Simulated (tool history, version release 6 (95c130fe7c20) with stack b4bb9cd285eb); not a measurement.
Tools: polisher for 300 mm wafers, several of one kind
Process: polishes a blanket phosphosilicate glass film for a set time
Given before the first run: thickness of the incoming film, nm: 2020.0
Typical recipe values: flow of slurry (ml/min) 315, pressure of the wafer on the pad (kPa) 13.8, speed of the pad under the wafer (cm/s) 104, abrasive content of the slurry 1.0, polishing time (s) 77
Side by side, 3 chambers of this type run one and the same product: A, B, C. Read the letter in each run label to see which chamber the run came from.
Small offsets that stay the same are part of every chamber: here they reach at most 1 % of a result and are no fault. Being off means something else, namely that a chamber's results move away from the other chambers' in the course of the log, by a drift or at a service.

| run | hour | flow of slurry (ml/min) | pressure of the wafer on the pad (kPa) | speed of the pad under the wafer (cm/s) | abrasive content of the slurry | polishing time (s) | wafers polished on this pad | hours since the slurry nozzle was cleaned | hours since the head pressure was calibrated | hours since the slurry blender was calibrated | hours since the conditioning disc was replaced | film removed (nm) |
|---|---|---|---|---|---|---|---|---|---|---|---|---|
|  | 0.4 | chamber A: conditioning disc replaced and pad reconditioned |
|  | 7.5 | chamber A: slurry blender recalibrated |
|  | 8.4 | chamber C: worn pad replaced by a new one |
| 1A | 8.6 | 315 | 13.8 | 104 | 1.0 | 77 | 628 | 700.6 | 47.3 | 1.2 | 8.2 | 367.99 |
| 2C | 15.8 | 315 | 13.8 | 104 | 1.0 | 77 | 99 | 622.8 | 1418.0 | 170.7 | 98.4 | 376.97 |
| 3B | 24.5 | 315 | 13.8 | 104 | 1.0 | 77 | 393 | 66.1 | 190.2 | 112.3 | 35.8 | 366.94 |
| 4A | 31.7 | 315 | 13.8 | 104 | 1.0 | 77 | 934 | 723.7 | 70.4 | 24.3 | 31.3 | 366.07 |
| 5B | 37.9 | 315 | 13.8 | 104 | 1.0 | 77 | 571 | 79.5 | 203.6 | 125.7 | 49.2 | 371.02 |
|  | 43.0 | chamber A: worn pad replaced by a new one |
| 6C | 48.3 | 315 | 13.8 | 104 | 1.0 | 77 | 531 | 655.3 | 1450.5 | 203.2 | 130.9 | 368.62 |
| 7C | 55.2 | 315 | 13.8 | 104 | 1.0 | 77 | 622 | 662.2 | 1457.4 | 210.1 | 137.8 | 368.68 |
|  | 65.9 | chamber C: worn pad replaced by a new one |
| 8B | 66.0 | 315 | 10.3 | 104 | 1.0 | 77 | 944 | 107.6 | 231.7 | 153.8 | 77.3 | 277.72 |
| 9A | 76.9 | 315 | 10.3 | 104 | 1.0 | 77 | 451 | 768.9 | 115.6 | 69.5 | 76.5 | 279.07 |
| 10B | 86.8 | 315 | 10.3 | 104 | 1.0 | 77 | 1220 | 128.4 | 252.5 | 174.6 | 98.1 | 274.44 |
| 11A | 94.3 | 315 | 13.8 | 104 | 1.0 | 77 | 682 | 786.3 | 133.0 | 86.9 | 93.9 | 369.42 |
| 12C | 99.6 | 315 | 13.8 | 104 | 1.0 | 77 | 448 | 706.6 | 1501.8 | 254.5 | 182.2 | 374.18 |
|  | 101.0 | chamber B: worn pad replaced by a new one |
|  | 103.6 | chamber C: slurry nozzle cleaned |
| 13B | 106.8 | 315 | 13.8 | 104 | 1.0 | 77 | 77 | 148.4 | 272.5 | 194.6 | 118.1 | 373.91 |
| 14A | 112.4 | 315 | 13.8 | 104 | 1.0 | 77 | 923 | 804.4 | 151.1 | 105.0 | 112.0 | 363.20 |
|  | 115.6 | chamber C: worn pad replaced by a new one |
|  | 117.0 | chamber A: worn pad replaced by a new one |
| 15C | 122.9 | 315 | 13.8 | 104 | 1.0 | 77 | 97 | 19.3 | 1525.1 | 277.8 | 205.5 | 377.22 |
| 16B | 127.9 | 315 | 13.8 | 104 | 1.0 | 77 | 357 | 169.5 | 293.6 | 215.7 | 139.2 | 364.42 |
|  | 136.5 | chamber C: head pressure recalibrated |
| 17C | 138.1 | 315 | 13.8 | 104 | 1.0 | 77 | 299 | 34.5 | 1.7 | 293.0 | 220.7 | 325.13 |
|  | 140.0 | chamber A: conditioning disc replaced and pad reconditioned |
| 18A | 144.3 | 315 | 9.7 | 104 | 1.0 | 52 | 363 | 836.3 | 183.0 | 136.9 | 4.3 | 174.56 |
|  | 149.4 | chamber A: slurry nozzle cleaned |
| 19C | 152.8 | 315 | 9.7 | 104 | 1.0 | 52 | 494 | 49.2 | 16.4 | 307.7 | 235.4 | 152.95 |
| 20A | 164.0 | 315 | 9.7 | 104 | 1.0 | 52 | 625 | 14.6 | 202.7 | 156.6 | 24.0 | 174.14 |
|  | 167.9 | chamber C: worn pad replaced by a new one |
| 21B | 171.3 | 315 | 13.8 | 104 | 1.0 | 77 | 934 | 212.9 | 337.0 | 259.1 | 182.6 | 364.66 |
| 22B | 176.9 | 315 | 13.8 | 104 | 1.0 | 77 | 1008 | 218.5 | 342.6 | 264.7 | 188.2 | 370.37 |
| 23A | 183.2 | 315 | 13.8 | 104 | 1.0 | 77 | 880 | 33.8 | 221.9 | 175.8 | 43.2 | 366.96 |
|  | 192.4 | chamber C: slurry blender recalibrated |
| 24C | 193.5 | 315 | 13.8 | 104 | 0.7 | 60 | 341 | 89.9 | 57.1 | 1.2 | 276.1 | 215.20 |
| 25A | 199.4 | 315 | 13.8 | 104 | 0.7 | 60 | 1095 | 50.0 | 238.1 | 192.0 | 59.4 | 242.41 |
|  | 204.2 | chamber A: worn pad replaced by a new one |
| 26B | 206.1 | 315 | 13.8 | 104 | 0.7 | 60 | 1396 | 247.7 | 371.8 | 293.9 | 217.4 | 242.55 |
|  | 209.6 | chamber B: worn pad replaced by a new one |
| 27C | 217.1 | 315 | 13.8 | 104 | 1.0 | 77 | 654 | 113.5 | 80.7 | 24.8 | 299.7 | 333.02 |
|  | 221.7 | chamber C: worn pad replaced by a new one |
| 28C | 227.8 | 315 | 13.8 | 104 | 1.0 | 77 | 81 | 124.2 | 91.4 | 35.5 | 310.4 | 331.75 |
| 29B | 234.9 | 315 | 13.8 | 104 | 1.0 | 77 | 337 | 276.5 | 400.6 | 322.7 | 246.2 | 365.48 |
| 30A | 242.4 | 315 | 13.8 | 104 | 1.0 | 77 | 508 | 93.0 | 281.1 | 235.0 | 102.4 | 364.20 |
| 31A | 251.7 | 315 | 13.8 | 104 | 1.0 | 77 | 631 | 102.3 | 290.4 | 244.3 | 111.7 | 370.65 |

Decide between three cases: one chamber stands off from its peers, the gauge reading all wafers drifts, or nothing is wrong past each chamber's small offset. Where a chamber is off, say which and what most likely put it there.

Chamber C came out of a service off from its peers and stayed that way.
Cause: head's pressure below its setpoint, % = 11.2.

Chamber C could run next with any of the 4 candidate recipes listed below; each alters the usual settings, and their results appear as question marks. Which one brings its results back in line with what the other chambers deliver on the usual settings?
Maximum distance from the other chambers' mean on the usual settings for a result to count as in line: film removed (nm) 13.00
| 32C-1 | 259.7 | 315 | 13.8 | 104 | 1.0 | 79 |  |  |  |  |  | ? |
| 32C-2 | 259.7 | 315 | 13.8 | 102 | 1.0 | 76 |  |  |  |  |  | ? |
| 32C-3 | 259.7 | 315 | 14.5 | 108 | 1.0 | 80 |  |  |  |  |  | ? |
| 32C-4 | 259.7 | 315 | 13.8 | 100 | 1.0 | 72 |  |  |  |  |  | ? |

Other chambers, usual settings, mean: film removed (nm) 367.15
| run | film removed (nm) |
|---|---|
| 32C-1 | 338.26 |
| 32C-2 | 320.32 |
| 32C-3 | 371.13 |
| 32C-4 | 298.62 |
The answer is 32C-3, which returns the chamber to within the allowed miss of the others.

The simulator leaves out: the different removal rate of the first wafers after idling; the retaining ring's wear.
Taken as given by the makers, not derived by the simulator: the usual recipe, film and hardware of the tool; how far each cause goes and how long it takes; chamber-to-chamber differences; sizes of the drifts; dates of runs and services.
